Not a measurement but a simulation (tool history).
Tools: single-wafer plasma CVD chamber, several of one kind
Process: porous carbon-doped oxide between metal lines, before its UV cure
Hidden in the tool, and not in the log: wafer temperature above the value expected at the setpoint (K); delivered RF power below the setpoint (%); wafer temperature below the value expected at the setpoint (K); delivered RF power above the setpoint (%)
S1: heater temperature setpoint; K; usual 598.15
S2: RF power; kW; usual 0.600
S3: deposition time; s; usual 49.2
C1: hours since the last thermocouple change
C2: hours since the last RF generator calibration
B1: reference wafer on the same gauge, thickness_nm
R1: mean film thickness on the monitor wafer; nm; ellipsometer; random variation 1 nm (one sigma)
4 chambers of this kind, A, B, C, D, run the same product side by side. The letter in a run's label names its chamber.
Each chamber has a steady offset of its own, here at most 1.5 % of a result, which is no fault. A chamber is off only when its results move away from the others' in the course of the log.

Run 1D, hour 3.4: usual settings; C1 957.2; C2 1112.5; B1 257.69. Result: R1 262.98 nm.
Run 2B, hour 6.2: usual settings; C1 564.1; C2 1358.9; B1 257.70. Result: R1 259.35 nm.
Run 3C, hour 9.1: usual settings; C1 2052.8; C2 510.1; B1 258.06. Result: R1 259.45 nm.
Run 4A, hour 11.3: usual settings; C1 802.0; C2 1324.6; B1 257.99. Result: R1 259.25 nm.
Run 5A, hour 13.8: usual settings; C1 804.5; C2 1327.1; B1 257.94. Result: R1 257.45 nm.
Run 6B, hour 16.6: usual settings; C1 574.5; C2 1369.3; B1 258.02. Result: R1 258.05 nm.
Run 7D, hour 18.6: usual settings but S1 593.15 K, S2 0.535 kW; C1 972.4; C2 1127.7; B1 257.98. Result: R1 249.61 nm.
Run 8C, hour 20.9: usual settings but S1 593.15 K, S2 0.535 kW; C1 2064.6; C2 521.9; B1 258.25. Result: R1 247.77 nm.
Run 9A, hour 23.0: usual settings but S1 593.15 K, S2 0.535 kW; C1 813.7; C2 1336.3; B1 258.09. Result: R1 244.47 nm.
Run 10B, hour 25.1: usual settings but S1 593.15 K, S2 0.535 kW; C1 583.0; C2 1377.8; B1 257.97. Result: R1 244.76 nm.
Run 11D, hour 27.3: usual settings; C1 981.1; C2 1136.4; B1 257.82. Result: R1 262.70 nm.
Run 12C, hour 31.5: usual settings but S1 587.15 K, S3 40.5 s; C1 2075.2; C2 532.5; B1 258.12. Result: R1 227.04 nm.
Run 13D, hour 34.1: usual settings but S1 587.15 K, S3 40.5 s; C1 987.9; C2 1143.2; B1 258.10. Result: R1 228.57 nm.
Run 14B, hour 36.1: usual settings but S1 587.15 K, S3 40.5 s; C1 594.0; C2 1388.8; B1 258.10. Result: R1 225.71 nm.
Run 15C, hour 39.1: usual settings but S1 587.15 K, S3 40.5 s; C1 2082.8; C2 540.1; B1 257.87. Result: R1 226.10 nm.
Run 16A, hour 43.2: usual settings; C1 833.9; C2 1356.5; B1 258.11. Result: R1 257.73 nm.
At hour 46.3: chamber A: RF generator calibrated.
Run 17D, hour 47.0: usual settings; C1 1000.8; C2 1156.1; B1 258.27. Result: R1 263.40 nm.
Run 18A, hour 51.5: usual settings but S1 604.15 K, S3 52.5 s; C1 842.2; C2 5.2; B1 257.71. Result: R1 267.21 nm.
Run 19C, hour 56.1: usual settings but S1 604.15 K, S3 52.5 s; C1 2099.8; C2 557.1; B1 258.21. Result: R1 268.02 nm.
Run 20B, hour 58.1: usual settings but S1 604.15 K, S3 52.5 s; C1 616.0; C2 1410.8; B1 258.36. Result: R1 263.57 nm.
Run 21B, hour 61.3: usual settings but S1 604.15 K, S3 52.5 s; C1 619.2; C2 1414.0; B1 258.09. Result: R1 263.16 nm.
Run 22C, hour 65.4: usual settings; C1 2109.1; C2 566.4; B1 258.06. Result: R1 258.18 nm.
Run 23A, hour 68.6: usual settings; C1 859.3; C2 22.3; B1 257.92. Result: R1 258.11 nm.
Run 24D, hour 71.5: usual settings; C1 1025.3; C2 1180.6; B1 258.16. Result: R1 262.44 nm.
Run 25C, hour 75.3: usual settings; C1 2119.0; C2 576.3; B1 258.16. Result: R1 258.51 nm.
Run 26A, hour 78.1: usual settings but S3 53.1 s; C1 868.8; C2 31.8; B1 257.95. Result: R1 278.96 nm.
Run 27D, hour 80.4: usual settings but S3 53.1 s; C1 1034.2; C2 1189.5; B1 257.88. Result: R1 282.98 nm.
Run 28B, hour 84.8: usual settings but S3 53.1 s; C1 642.7; C2 1437.5; B1 257.79. Result: R1 271.99 nm.
Run 29A, hour 88.7: usual settings but S3 53.1 s; C1 879.4; C2 42.4; B1 258.05. Result: R1 279.22 nm.
Run 30C, hour 91.1: usual settings; C1 2134.8; C2 592.1; B1 258.02. Result: R1 258.56 nm.
Run 31D, hour 94.0: usual settings; C1 1047.8; C2 1203.1; B1 258.16. Result: R1 262.61 nm.
Run 32B, hour 98.2: usual settings; C1 656.1; C2 1450.9; B1 258.27. Result: R1 250.67 nm.
Run 33D, hour 101.0: usual settings; C1 1054.8; C2 1210.1; B1 258.14. Result: R1 261.47 nm.
Run 34C, hour 103.5: usual settings; C1 2147.2; C2 604.5; B1 257.82. Result: R1 260.55 nm.
Run 35B, hour 106.3: usual settings; C1 664.2; C2 1459.0; B1 258.23. Result: R1 250.26 nm.
Run 36A, hour 108.9: usual settings; C1 899.6; C2 62.6; B1 258.07. Result: R1 257.80 nm.
Run 37C, hour 112.0: usual settings; C1 2155.7; C2 613.0; B1 258.15. Result: R1 258.18 nm.
Run 38B, hour 116.5: usual settings; C1 674.4; C2 1469.2; B1 258.19. Result: R1 247.94 nm.
Run 39A, hour 120.7: usual settings; C1 911.4; C2 74.4; B1 258.05. Result: R1 256.67 nm.
Run 40D, hour 125.0: usual settings; C1 1078.8; C2 1234.1; B1 258.09. Result: R1 263.76 nm.

What goes on in this fleet: one chamber off, a drifting gauge, or nothing beyond the chambers' own small offsets? Name the chamber and the cause, if any.

Chamber B drifts away from the others.
Cause: delivered RF power below the setpoint (%) = 7.09.

Here are 4 candidates for chamber B's next run, each the usual settings with a change, their results left as question marks. Which one brings its results back in line with what the others give on the usual settings?
In line means no further than this from the other chambers' mean on the usual settings: R1 3.60 nm
Run 41B-1, hour 128.3: usual settings but S2 0.555 kW. Result: R1 ?.
Run 41B-2, hour 128.3: usual settings but S1 597.15 K, S2 0.615 kW, S3 50.8 s. Result: R1 ?.
Run 41B-3, hour 128.3: usual settings but S1 597.15 K, S2 0.620 kW. Result: R1 ?.
Run 41B-4, hour 128.3: usual settings but S2 0.595 kW, S3 48.4 s. Result: R1 ?.

The other chambers' mean on the usual settings: R1 259.97 nm
  run      R1
41B-1  234.19
41B-2  259.88
41B-3  253.20
41B-4  241.39
41B-2 brings the chamber back in line.
